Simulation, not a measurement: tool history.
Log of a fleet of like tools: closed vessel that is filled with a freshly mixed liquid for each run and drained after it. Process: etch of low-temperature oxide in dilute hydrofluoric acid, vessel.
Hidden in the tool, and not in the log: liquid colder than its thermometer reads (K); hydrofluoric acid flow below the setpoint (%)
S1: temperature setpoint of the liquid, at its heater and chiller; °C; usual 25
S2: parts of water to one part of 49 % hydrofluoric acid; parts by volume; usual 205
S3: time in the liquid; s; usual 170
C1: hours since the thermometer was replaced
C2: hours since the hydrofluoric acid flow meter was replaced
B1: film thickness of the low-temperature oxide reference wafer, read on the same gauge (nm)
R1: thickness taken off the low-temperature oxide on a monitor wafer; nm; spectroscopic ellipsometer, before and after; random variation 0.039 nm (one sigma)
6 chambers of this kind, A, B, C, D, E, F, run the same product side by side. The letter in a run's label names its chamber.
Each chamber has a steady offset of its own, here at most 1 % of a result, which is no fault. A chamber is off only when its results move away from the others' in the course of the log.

| run | day | S1 | S2 | S3 | C1 | C2 | B1 | R1 |
|---|---|---|---|---|---|---|---|---|
| 1C | 0.246 | 25 | 205 | 170 | 274.3 | 120.2 | 110.01 | 12.318 |
| 2D | 0.712 | 25 | 205 | 170 | 1997.7 | 1218.4 | 109.99 | 12.133 |
| 3F | 1.062 | 25 | 205 | 170 | 638.3 | 338.1 | 110.01 | 12.157 |
| 4B | 1.342 | 25 | 205 | 170 | 799.6 | 375.5 | 110 | 12.227 |
| 5E | 1.667 | 25 | 205 | 170 | 707.5 | 259.7 | 109.99 | 12.272 |
| 6A | 2.171 | 25 | 205 | 170 | 366.5 | 103.9 | 110.01 | 12.293 |
| 7A | 2.517 | 25 | 205 | 170 | 374.8 | 112.2 | 110 | 12.366 |
| 8D | 2.962 | 25 | 205 | 170 | 2051.7 | 1272.4 | 110 | 12.12 |
|  | 3.112 | chamber D: hydrofluoric acid flow meter replaced |
| 9F | 3.504 | 25 | 205 | 170 | 696.9 | 396.7 | 110.01 | 12.204 |
| 10B | 4.042 | 25 | 205 | 170 | 864.4 | 440.3 | 110.01 | 12.149 |
| 11E | 4.592 | 25 | 205 | 170 | 777.7 | 329.9 | 109.98 | 12.247 |
| 12C | 4.858 | 25 | 130 | 170 | 385 | 230.9 | 110.02 | 21.054 |
| 13C | 5.204 | 25 | 130 | 170 | 393.3 | 239.2 | 110 | 20.84 |
| 14A | 5.529 | 25 | 130 | 170 | 447.1 | 184.5 | 109.98 | 21.022 |
| 15B | 5.808 | 25 | 130 | 170 | 906.8 | 482.7 | 109.98 | 21.042 |
| 16D | 6.129 | 25 | 130 | 170 | 2127.7 | 72.4 | 109.99 | 21.02 |
| 17F | 6.429 | 25 | 130 | 170 | 767.1 | 466.9 | 109.99 | 21.172 |
| 18E | 6.838 | 25 | 205 | 170 | 831.6 | 383.8 | 110.01 | 12.275 |
| 19C | 7.183 | 25 | 205 | 170 | 440.8 | 286.7 | 110 | 12.348 |
| 20E | 7.571 | 25 | 205 | 170 | 849.2 | 401.4 | 109.99 | 12.326 |
| 21D | 7.921 | 25 | 205 | 170 | 2170.7 | 115.4 | 110.03 | 12.229 |
| 22A | 8.371 | 25 | 205 | 170 | 515.3 | 252.7 | 110 | 12.389 |
| 23B | 8.612 | 25 | 205 | 170 | 974.1 | 550 | 110.01 | 12.129 |
| 24F | 9.021 | 25 | 205 | 170 | 829.3 | 529.1 | 109.99 | 12.198 |
| 25C | 9.546 | 25 | 205 | 170 | 497.5 | 343.4 | 110 | 12.298 |
| 26F | 10.088 | 25 | 205 | 170 | 854.9 | 554.7 | 109.98 | 12.218 |
| 27D | 10.4 | 25 | 300 | 205 | 2230.2 | 174.9 | 110.01 | 9.016 |
| 28A | 10.667 | 25 | 300 | 205 | 570.4 | 307.8 | 109.99 | 9.2847 |
| 29B | 11.071 | 25 | 300 | 205 | 1033.1 | 609 | 110 | 8.9855 |
| 30E | 11.388 | 25 | 300 | 205 | 940.8 | 493 | 109.99 | 9.1686 |
| 31F | 11.629 | 25 | 300 | 205 | 891.9 | 591.7 | 109.99 | 9.0392 |
| 32C | 11.908 | 25 | 300 | 205 | 554.2 | 400.1 | 110 | 9.2453 |
| 33A | 12.179 | 25 | 205 | 170 | 606.7 | 344.1 | 110 | 12.342 |
| 34B | 12.533 | 25 | 205 | 75 | 1068.2 | 644.1 | 110.02 | 5.3597 |
| 35E | 12.858 | 25 | 205 | 75 | 976.1 | 528.3 | 110.01 | 5.4022 |
| 36D | 13.358 | 25 | 205 | 75 | 2301.2 | 245.9 | 109.99 | 5.3744 |
| 37F | 13.704 | 25 | 205 | 75 | 941.7 | 641.5 | 110 | 5.3511 |
| 38A | 14.125 | 25 | 205 | 75 | 653.4 | 390.8 | 110 | 5.4532 |
| 39E | 14.558 | 25 | 205 | 75 | 1016.9 | 569.1 | 110.01 | 5.4229 |
| 40B | 15.104 | 25 | 300 | 170 | 1129.9 | 705.8 | 109.99 | 7.4412 |
| 41D | 15.538 | 25 | 300 | 170 | 2353.5 | 298.2 | 109.99 | 7.4811 |
| 42C | 15.8 | 25 | 300 | 170 | 647.6 | 493.5 | 110.01 | 7.6789 |
| 43C | 16.112 | 25 | 300 | 170 | 655.1 | 501 | 110.01 | 7.688 |
| 44E | 16.55 | 25 | 300 | 170 | 1064.7 | 616.9 | 109.99 | 7.5949 |

What goes on in this fleet: one chamber off, a drifting gauge, or nothing beyond the chambers' own small offsets? Name the chamber and the cause, if any.

No chamber stands off beyond its own small offset, and the gauge holds steady.
